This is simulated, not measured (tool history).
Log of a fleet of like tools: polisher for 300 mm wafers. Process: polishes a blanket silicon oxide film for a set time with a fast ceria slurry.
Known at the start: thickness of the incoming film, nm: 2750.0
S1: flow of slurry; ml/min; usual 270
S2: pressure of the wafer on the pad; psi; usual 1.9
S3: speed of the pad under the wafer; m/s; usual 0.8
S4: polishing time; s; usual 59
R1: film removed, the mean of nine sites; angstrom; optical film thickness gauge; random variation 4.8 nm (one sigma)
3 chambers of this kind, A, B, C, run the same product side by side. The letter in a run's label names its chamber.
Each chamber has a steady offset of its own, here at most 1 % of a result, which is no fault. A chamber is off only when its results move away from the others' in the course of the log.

| run | hour | S1 | S2 | S3 | S4 | R1 |
|---|---|---|---|---|---|---|
| 1B | 5.4 | 270 | 1.9 | 0.8 | 59 | 4477.2 |
| 2A | 13 | 270 | 1.9 | 0.8 | 59 | 4487.5 |
| 3C | 17.4 | 270 | 1.9 | 0.8 | 59 | 4523.7 |
| 4C | 22.1 | 270 | 1.9 | 0.8 | 59 | 4476 |
| 5B | 28.6 | 270 | 1.9 | 0.8 | 59 | 4482.3 |
|  | 31.1 | chamber B: worn pad replaced by a new one |
| 6A | 33.6 | 270 | 1.9 | 0.8 | 59 | 4490.1 |
| 7B | 38.7 | 270 | 1.9 | 0.8 | 59 | 4444.6 |
|  | 42.9 | chamber A: worn pad replaced by a new one |
| 8C | 43.8 | 270 | 1.9 | 0.8 | 59 | 4497.5 |
| 9A | 47 | 270 | 1.9 | 0.8 | 59 | 4438 |
| 10B | 52.6 | 270 | 1.9 | 0.94 | 59 | 5293.7 |
|  | 55.1 | chamber C: worn pad replaced by a new one |
| 11A | 59.7 | 270 | 1.9 | 0.94 | 59 | 5184.3 |
| 12C | 64 | 270 | 1.9 | 0.94 | 59 | 5191.4 |
| 13A | 70 | 270 | 1.9 | 0.8 | 59 | 4485.8 |
| 14B | 75.3 | 270 | 1.9 | 0.8 | 59 | 4485.3 |
| 15C | 82.7 | 270 | 1.9 | 0.8 | 59 | 4416.6 |
| 16B | 88.8 | 270 | 1.9 | 0.8 | 59 | 4478 |
| 17A | 93.8 | 270 | 1.9 | 0.8 | 59 | 4433.1 |
| 18C | 99.1 | 270 | 1.9 | 0.8 | 59 | 4486 |
|  | 100.3 | chamber B: worn pad replaced by a new one |
|  | 103.8 | chamber C: head pressure recalibrated |
| 19C | 106 | 270 | 1.9 | 0.8 | 59 | 4804 |
| 20B | 110.6 | 270 | 1.9 | 0.8 | 59 | 4335.3 |
| 21A | 116.4 | 270 | 1.9 | 0.8 | 59 | 4458.4 |
| 22C | 123.6 | 270 | 1.9 | 0.8 | 59 | 4856.5 |
|  | 129.1 | chamber C: worn pad replaced by a new one |
| 23B | 129.6 | 270 | 1.9 | 0.8 | 44 | 3325.2 |
|  | 130.3 | chamber A: worn pad replaced by a new one |
| 24A | 136.5 | 270 | 1.9 | 0.8 | 44 | 3298.9 |
| 25A | 141 | 270 | 1.9 | 0.8 | 44 | 3305.3 |
| 26C | 147.3 | 270 | 1.9 | 0.8 | 59 | 4843 |
| 27B | 154.1 | 270 | 1.9 | 0.8 | 59 | 4481.2 |
| 28A | 159.5 | 270 | 1.9 | 0.8 | 59 | 4411.2 |
| 29B | 163.1 | 270 | 1.9 | 0.8 | 59 | 4475.6 |
|  | 166.9 | chamber B: worn pad replaced by a new one |
| 30C | 170.3 | 270 | 1.9 | 0.8 | 59 | 4819.4 |
| 31B | 175.8 | 270 | 1.9 | 0.8 | 59 | 4364.8 |
| 32A | 181.8 | 270 | 1.9 | 0.8 | 59 | 4407.4 |
| 33C | 186.8 | 270 | 1.9 | 0.8 | 59 | 4811.2 |
| 34C | 190.4 | 270 | 1.9 | 0.8 | 59 | 4911 |

Is one chamber off against the others, does the gauge drift, or is nothing wrong? If a chamber is off, say which, and what the likeliest cause is.

A service left chamber C off against the others.
Cause: head's pressure above its setpoint, % = 8.91.

Here are 4 candidates for chamber C's next run, each the usual settings with a change, their results left as question marks. Which one brings its results back in line with what the others give on the usual settings?
In line means no further than this from the other chambers' mean on the usual settings: R1 170 angstrom
| 35C-1 | 195.8 | 270 | 1.9 | 0.74 | 59 | ? |
| 35C-2 | 195.8 | 270 | 2 | 0.84 | 62 | ? |
| 35C-3 | 195.8 | 270 | 2 | 0.8 | 61 | ? |
| 35C-4 | 195.8 | 270 | 1.8 | 0.76 | 56 | ? |

The other chambers' mean on the usual settings: R1 4459.7 angstrom
| run | R1 |
|---|---|
| 35C-1 | 4465.5 |
| 35C-2 | 5592.4 |
| 35C-3 | 5244 |
| 35C-4 | 4125.2 |
35C-1 brings the chamber back in line.

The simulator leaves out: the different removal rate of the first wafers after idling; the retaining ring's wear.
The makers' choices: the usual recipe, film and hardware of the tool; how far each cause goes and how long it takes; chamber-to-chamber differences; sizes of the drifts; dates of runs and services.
